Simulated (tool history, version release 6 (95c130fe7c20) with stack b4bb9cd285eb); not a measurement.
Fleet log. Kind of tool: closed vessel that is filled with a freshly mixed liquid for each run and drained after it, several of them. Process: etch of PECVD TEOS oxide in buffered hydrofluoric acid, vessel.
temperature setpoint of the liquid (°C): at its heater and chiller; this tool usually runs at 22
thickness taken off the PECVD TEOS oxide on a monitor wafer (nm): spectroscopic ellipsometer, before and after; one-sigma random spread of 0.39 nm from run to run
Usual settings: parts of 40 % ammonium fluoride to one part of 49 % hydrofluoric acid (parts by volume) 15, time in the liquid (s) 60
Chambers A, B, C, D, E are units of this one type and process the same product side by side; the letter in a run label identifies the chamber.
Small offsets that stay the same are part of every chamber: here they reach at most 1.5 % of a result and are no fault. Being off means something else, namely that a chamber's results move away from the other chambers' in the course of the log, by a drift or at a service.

run	hour	temperature setpoint of the liquid (°C)	parts of 40 % ammonium fluoride to one part of 49 % hydrofluoric acid (parts by volume)	time in the liquid (s)	hours since the thermometer was replaced	hours since the hydrofluoric acid flow meter was replaced	read-back film thickness of the PECVD TEOS oxide reference wafer, read on the same gauge (nm)	thickness taken off the PECVD TEOS oxide on a monitor wafer (nm)
# hour 6: chamber A: hydrofluoric acid flow meter replaced
1E	7.7	22	15	60	681.3	159.7	140.02	45.4
2D	14.9	22	15	60	1890.5	1664.2	139.99	44.613
3B	26.8	22	15	60	421.9	58.7	139.98	44.501
4C	35.5	22	15	60	1366.8	792.3	140.01	45.477
5A	44.8	22	18.5	60	568.5	38.9	140	36.514
# hour 57.1: chamber C: hydrofluoric acid flow meter replaced
6B	60.3	22	18.5	60	455.4	92.2	140	36.685
7A	71.8	22	18.5	60	595.5	65.9	139.98	36.974
8D	85.2	22	18.5	60	1960.8	1734.5	140.01	36.346
9C	98.8	22	18.5	60	1430.1	41.8	140.02	37.053
10E	111.4	25	18	60	785	263.4	140	44.047
11E	127	25	18	60	800.6	279	140	43.752
12B	139	25	18	60	534.1	170.9	139.99	44.178
13C	150.7	25	18	60	1482	93.7	140	45.007
# hour 151: chamber C: thermometer replaced
14A	158.1	25	18	60	681.8	152.2	140.01	43.914
15D	167.2	22	15	60	2042.8	1816.5	140.01	44.424
16A	176	22	15	60	699.7	170.1	139.97	44.423
17D	186.9	22	15	60	2062.5	1836.2	139.99	44.711
18B	196.1	22	15	60	591.2	228	140.02	44.672
19C	204.6	22	15	60	53.7	147.6	140	45.379
20E	216.3	22	15	60	889.9	368.3	139.99	44.947
21A	228	22	15	60	751.7	222.1	140.02	45.069
22B	237.8	22	18.5	40	632.9	269.7	140	24.246
23C	245.2	22	18.5	40	94.3	188.2	139.97	24.708
24E	255	22	18.5	40	928.6	407	139.99	24.791
25D	262.9	22	18.5	40	2138.5	1912.2	140	24.464
26A	276.5	22	18.5	40	800.2	270.6	139.98	23.725
27C	283.8	25	17	60	132.9	226.8	139.99	47.762
28B	292	25	17	60	687.1	323.9	140	46.186
29E	306	25	17	60	979.6	458	139.99	46.642
30D	312.9	25	17	60	2188.5	1962.2	140.01	46.894
31B	327.1	25	17	60	722.2	359	140.03	46.576
32E	338.3	22	15	60	1011.9	490.3	140.01	45.12
33D	352.4	22	15	60	2228	2001.7	140.03	44.701
34A	366.5	22	15	60	890.2	360.6	139.99	43.109
35C	381.7	22	15	60	230.8	324.7	139.99	45.863
# hour 383: chamber B: hydrofluoric acid flow meter replaced
36D	391.4	22	15	60	2267	2040.7	140.01	45.19
37A	401.3	22	17.5	95	925	395.4	140.01	58.409
38E	412.9	22	17.5	95	1086.5	564.9	140.02	61.982
39B	419.8	22	17.5	95	814.9	36.9	140.01	60.78
# hour 422.6: chamber E: hydrofluoric acid flow meter replaced
40C	434.6	22	17.5	95	283.7	377.6	140	62.16
41A	442.5	22	17.5	95	966.2	436.6	140.02	58.516
42E	452.9	22	15	60	1126.5	30.3	139.99	45.711
43D	461.9	22	15	60	2337.5	2111.2	140	45.111

Which is it: a chamber that has drifted or been left off by a service, a gauge drift common to all chambers, or only each chamber's usual small offset? If a chamber is off, name it and its likeliest cause.

Chamber A drifts away from the others.
Most likely cause: liquid colder than its thermometer reads (K) = 0.966.
The log may not tell that from: hydrofluoric acid flow below the setpoint (%).

Which of the 4 candidates below, each the usual settings with something changed and its results left as question marks, puts chamber A back in line with what the other chambers give on the usual settings?
In line here means within this much of the mean the other chambers give on the usual settings: thickness taken off the PECVD TEOS oxide on a monitor wafer (nm) 1.4
44A-1	473.1	23	15	60				?
44A-2	473.1	22	15.5	55				?
44A-3	473.1	22	13.5	60				?
44A-4	473.1	21	15	60				?

On the usual settings, the other chambers give on average: thickness taken off the PECVD TEOS oxide on a monitor wafer (nm) 45.032
run	thickness taken off the PECVD TEOS oxide on a monitor wafer (nm)
44A-1	45.243
44A-2	38.011
44A-3	47.482
44A-4	40.542
It is 44A-1 that realigns the chamber with its peers.

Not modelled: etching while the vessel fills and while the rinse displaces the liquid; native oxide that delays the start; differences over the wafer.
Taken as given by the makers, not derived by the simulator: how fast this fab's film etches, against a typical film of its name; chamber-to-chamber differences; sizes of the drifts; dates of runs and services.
